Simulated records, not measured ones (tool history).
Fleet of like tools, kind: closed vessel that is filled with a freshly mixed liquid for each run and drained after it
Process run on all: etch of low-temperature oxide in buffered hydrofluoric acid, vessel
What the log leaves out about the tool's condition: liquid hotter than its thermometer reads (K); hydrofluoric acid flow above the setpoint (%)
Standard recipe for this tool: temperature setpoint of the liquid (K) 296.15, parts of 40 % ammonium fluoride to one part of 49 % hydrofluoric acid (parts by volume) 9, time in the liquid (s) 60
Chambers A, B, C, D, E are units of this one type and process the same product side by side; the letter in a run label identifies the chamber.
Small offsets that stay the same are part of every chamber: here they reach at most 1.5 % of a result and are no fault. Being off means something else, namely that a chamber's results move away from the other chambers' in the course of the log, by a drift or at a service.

| run | hour | temperature setpoint of the liquid (K) | parts of 40 % ammonium fluoride to one part of 49 % hydrofluoric acid (parts by volume) | time in the liquid (s) | hours since the thermometer was replaced | hours since the hydrofluoric acid flow meter was replaced | read-back film thickness of the low-temperature oxide reference wafer, read on the same gauge (nm) | thickness taken off the low-temperature oxide on a monitor wafer (nm) |
|---|---|---|---|---|---|---|---|---|
| 1E | 3.7 | 296.15 | 9 | 60 | 1419.6 | 160.1 | 29.988 | 258.74 |
| 2D | 7.3 | 296.15 | 9 | 60 | 1994.3 | 2334.7 | 30.008 | 262.34 |
| 3C | 9.9 | 296.15 | 9 | 60 | 234.8 | 480.5 | 30.015 | 260.77 |
| 4B | 13.4 | 296.15 | 9 | 60 | 1505.8 | 624.6 | 30.036 | 257.4 |
| 5A | 16.9 | 291.65 | 12 | 60 | 489.1 | 415.2 | 29.987 | 158.23 |
| 6A | 22.1 | 291.65 | 12 | 60 | 494.3 | 420.4 | 30.017 | 158.96 |
| 7B | 25.6 | 291.65 | 12 | 60 | 1518 | 636.8 | 30.01 | 156.15 |
| 8C | 29.5 | 291.65 | 12 | 60 | 254.4 | 500.1 | 29.975 | 157.43 |
| 9D | 33.3 | 291.65 | 12 | 60 | 2020.3 | 2360.7 | 30.015 | 158.83 |
|  | 34.5 | chamber D: thermometer replaced |
| 10E | 37.1 | 296.15 | 9 | 60 | 1453 | 193.5 | 30.008 | 260.71 |
| 11B | 40.1 | 298.15 | 9 | 60 | 1532.5 | 651.3 | 30.012 | 289.86 |
| 12E | 44.4 | 298.15 | 9 | 60 | 1460.3 | 200.8 | 29.983 | 285.12 |
| 13A | 47.2 | 298.15 | 9 | 60 | 519.4 | 445.5 | 30.026 | 288.56 |
| 14C | 52.6 | 298.15 | 9 | 60 | 277.5 | 523.2 | 29.994 | 289.23 |
| 15D | 57.4 | 298.15 | 9 | 60 | 22.9 | 2384.8 | 29.981 | 291.22 |
| 16C | 62.9 | 296.15 | 9 | 60 | 287.8 | 533.5 | 29.986 | 257.34 |
| 17A | 67.1 | 296.15 | 9 | 60 | 539.3 | 465.4 | 30.008 | 261.45 |
| 18B | 70.1 | 296.15 | 9 | 60 | 1562.5 | 681.3 | 30.015 | 266.95 |
| 19E | 73.2 | 296.15 | 9 | 60 | 1489.1 | 229.6 | 30.016 | 259.09 |
| 20D | 76.2 | 296.15 | 9 | 60 | 41.7 | 2403.6 | 30.011 | 261.65 |
| 21C | 80.7 | 296.15 | 9 | 60 | 305.6 | 551.3 | 29.999 | 261.05 |
| 22A | 83.7 | 296.15 | 9 | 60 | 555.9 | 482 | 29.992 | 260.42 |
| 23E | 86.5 | 296.15 | 9 | 60 | 1502.4 | 242.9 | 30.008 | 261.01 |
| 24B | 90.4 | 296.15 | 9 | 60 | 1582.8 | 701.6 | 30.013 | 269.87 |
| 25D | 94.5 | 296.15 | 9 | 60 | 60 | 2421.9 | 30.012 | 262.71 |
| 26E | 98.5 | 296.15 | 9 | 60 | 1514.4 | 254.9 | 29.996 | 259.58 |
| 27D | 101 | 296.15 | 9 | 60 | 66.5 | 2428.4 | 30.007 | 263.44 |
| 28B | 104 | 296.15 | 9 | 60 | 1596.4 | 715.2 | 30.024 | 274.04 |
| 29A | 107.8 | 296.15 | 9 | 60 | 580 | 506.1 | 30.01 | 259.3 |
| 30C | 110.8 | 296.15 | 9 | 60 | 335.7 | 581.4 | 29.999 | 258.85 |

All chambers now run identical settings, listed one chamber a line with results as question marks. What results will each chamber show?
| 31A | 114.7 | 296.15 | 9 | 60 |  |  |  | ? |
| 31B | 114.7 | 296.15 | 9 | 60 |  |  |  | ? |
| 31C | 114.7 | 296.15 | 9 | 60 |  |  |  | ? |
| 31D | 114.7 | 296.15 | 9 | 60 |  |  |  | ? |
| 31E | 114.7 | 296.15 | 9 | 60 |  |  |  | ? |

| run | thickness taken off the low-temperature oxide on a monitor wafer (nm) |
|---|---|
| 31A | 257.97 |
| 31B | 275.28 |
| 31C | 260.55 |
| 31D | 262.6 |
| 31E | 260.1 |
